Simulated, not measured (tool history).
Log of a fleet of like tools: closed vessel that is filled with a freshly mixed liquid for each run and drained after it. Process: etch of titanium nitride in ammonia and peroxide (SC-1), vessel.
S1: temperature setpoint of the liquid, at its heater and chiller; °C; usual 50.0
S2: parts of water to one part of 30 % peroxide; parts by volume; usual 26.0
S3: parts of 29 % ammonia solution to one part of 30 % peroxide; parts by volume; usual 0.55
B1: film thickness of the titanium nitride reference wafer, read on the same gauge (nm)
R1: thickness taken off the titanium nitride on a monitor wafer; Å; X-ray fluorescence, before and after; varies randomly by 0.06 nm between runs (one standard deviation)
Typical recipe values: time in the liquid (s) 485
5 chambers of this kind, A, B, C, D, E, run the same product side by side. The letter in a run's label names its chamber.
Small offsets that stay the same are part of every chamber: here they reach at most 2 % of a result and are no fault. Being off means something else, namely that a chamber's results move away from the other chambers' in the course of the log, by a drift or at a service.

Run 1A, hour 7.0: usual settings; B1 59.987. Result: R1 125.470 Å.
Run 2D, hour 21.6: usual settings; B1 59.973. Result: R1 125.990 Å.
Run 3B, hour 33.9: usual settings; B1 60.023. Result: R1 125.950 Å.
Run 4C, hour 42.4: usual settings; B1 60.025. Result: R1 125.730 Å.
At hour 52.0: chamber D: new drum of ammonia solution connected.
Run 5E, hour 54.2: usual settings; B1 59.959. Result: R1 126.140 Å.
Run 6A, hour 69.9: usual settings but S1 47.0 °C, S2 17.0 parts by volume; B1 59.995. Result: R1 129.660 Å.
At hour 75.0: chamber D: thermometer replaced.
Run 7E, hour 81.3: usual settings but S1 47.0 °C, S2 17.0 parts by volume; B1 59.999. Result: R1 128.870 Å.
Run 8C, hour 88.4: usual settings but S1 47.0 °C, S2 17.0 parts by volume; B1 59.980. Result: R1 127.900 Å.
At hour 96.6: chamber B: ammonia flow meter replaced.
Run 9D, hour 99.6: usual settings but S1 47.0 °C, S2 17.0 parts by volume; B1 60.009. Result: R1 130.590 Å.
Run 10B, hour 107.3: usual settings but S1 47.0 °C, S2 17.0 parts by volume; B1 59.985. Result: R1 129.100 Å.
Run 11C, hour 118.9: usual settings; B1 59.993. Result: R1 124.350 Å.
Run 12A, hour 133.2: usual settings but S2 31.5 parts by volume; B1 59.954. Result: R1 111.790 Å.
Run 13B, hour 146.5: usual settings but S2 31.5 parts by volume; B1 60.003. Result: R1 112.970 Å.
Run 14D, hour 159.6: usual settings but S2 31.5 parts by volume; B1 60.011. Result: R1 112.480 Å.
Run 15E, hour 166.9: usual settings but S2 31.5 parts by volume; B1 59.995. Result: R1 112.170 Å.
Run 16B, hour 180.5: usual settings but S2 31.5 parts by volume; B1 60.000. Result: R1 112.160 Å.
Run 17C, hour 187.6: usual settings; B1 60.005. Result: R1 126.640 Å.
Run 18D, hour 197.0: usual settings; B1 59.977. Result: R1 127.750 Å.
At hour 205.3: chamber A: new drum of ammonia solution connected.
Run 19E, hour 209.8: usual settings; B1 60.041. Result: R1 124.670 Å.
At hour 216.0: chamber C: new drum of ammonia solution connected.
Run 20A, hour 219.9: usual settings; B1 59.984. Result: R1 124.430 Å.
Run 21D, hour 229.8: usual settings; B1 60.015. Result: R1 126.460 Å.
Run 22C, hour 240.8: usual settings; B1 59.996. Result: R1 128.890 Å.
Run 23B, hour 252.3: usual settings; B1 59.981. Result: R1 124.800 Å.
Run 24A, hour 262.6: usual settings; B1 60.004. Result: R1 126.130 Å.
Run 25E, hour 276.7: usual settings; B1 60.020. Result: R1 125.450 Å.
Run 26A, hour 285.3: usual settings but S3 0.70 parts by volume; B1 59.973. Result: R1 129.250 Å.
Run 27E, hour 301.4: usual settings but S3 0.70 parts by volume; B1 60.008. Result: R1 131.130 Å.
Run 28B, hour 308.5: usual settings but S3 0.70 parts by volume; B1 60.010. Result: R1 131.990 Å.
Run 29D, hour 316.6: usual settings but S3 0.70 parts by volume; B1 59.964. Result: R1 132.140 Å.
Run 30C, hour 326.4: usual settings but S3 0.70 parts by volume; B1 60.009. Result: R1 136.550 Å.
Run 31C, hour 337.9: usual settings but S1 42.5 °C, S3 0.40 parts by volume; B1 60.008. Result: R1 72.331 Å.

Is one chamber off against the others, does the gauge drift, or is nothing wrong? If a chamber is off, say which, and what the likeliest cause is.

Chamber C drifts away from the others.
Likeliest cause: liquid hotter than its thermometer reads (K) = 0.744.

Here are 4 candidates for chamber C's next run, each the usual settings with a change, their results left as question marks. Which one brings its results back in line with what the others give on the usual settings?
In-line tolerance around the mean of the other chambers on the usual settings: R1 2.100 Å
Run 32C-1, hour 349.5: usual settings but S2 27.0 parts by volume, time in the liquid (s) 450. Result: R1 ?.
Run 32C-2, hour 349.5: usual settings but S2 24.0 parts by volume. Result: R1 ?.
Run 32C-3, hour 349.5: usual settings but S1 49.5 °C, time in the liquid (s) 480. Result: R1 ?.
Run 32C-4, hour 349.5: usual settings but time in the liquid (s) 535. Result: R1 ?.

Usual-settings mean across the other chambers: R1 125.440 Å
  run       R1
32C-1  119.600
32C-2  137.730
32C-3  125.870
32C-4  145.250
With 32C-3, the chamber falls back in line with the rest.

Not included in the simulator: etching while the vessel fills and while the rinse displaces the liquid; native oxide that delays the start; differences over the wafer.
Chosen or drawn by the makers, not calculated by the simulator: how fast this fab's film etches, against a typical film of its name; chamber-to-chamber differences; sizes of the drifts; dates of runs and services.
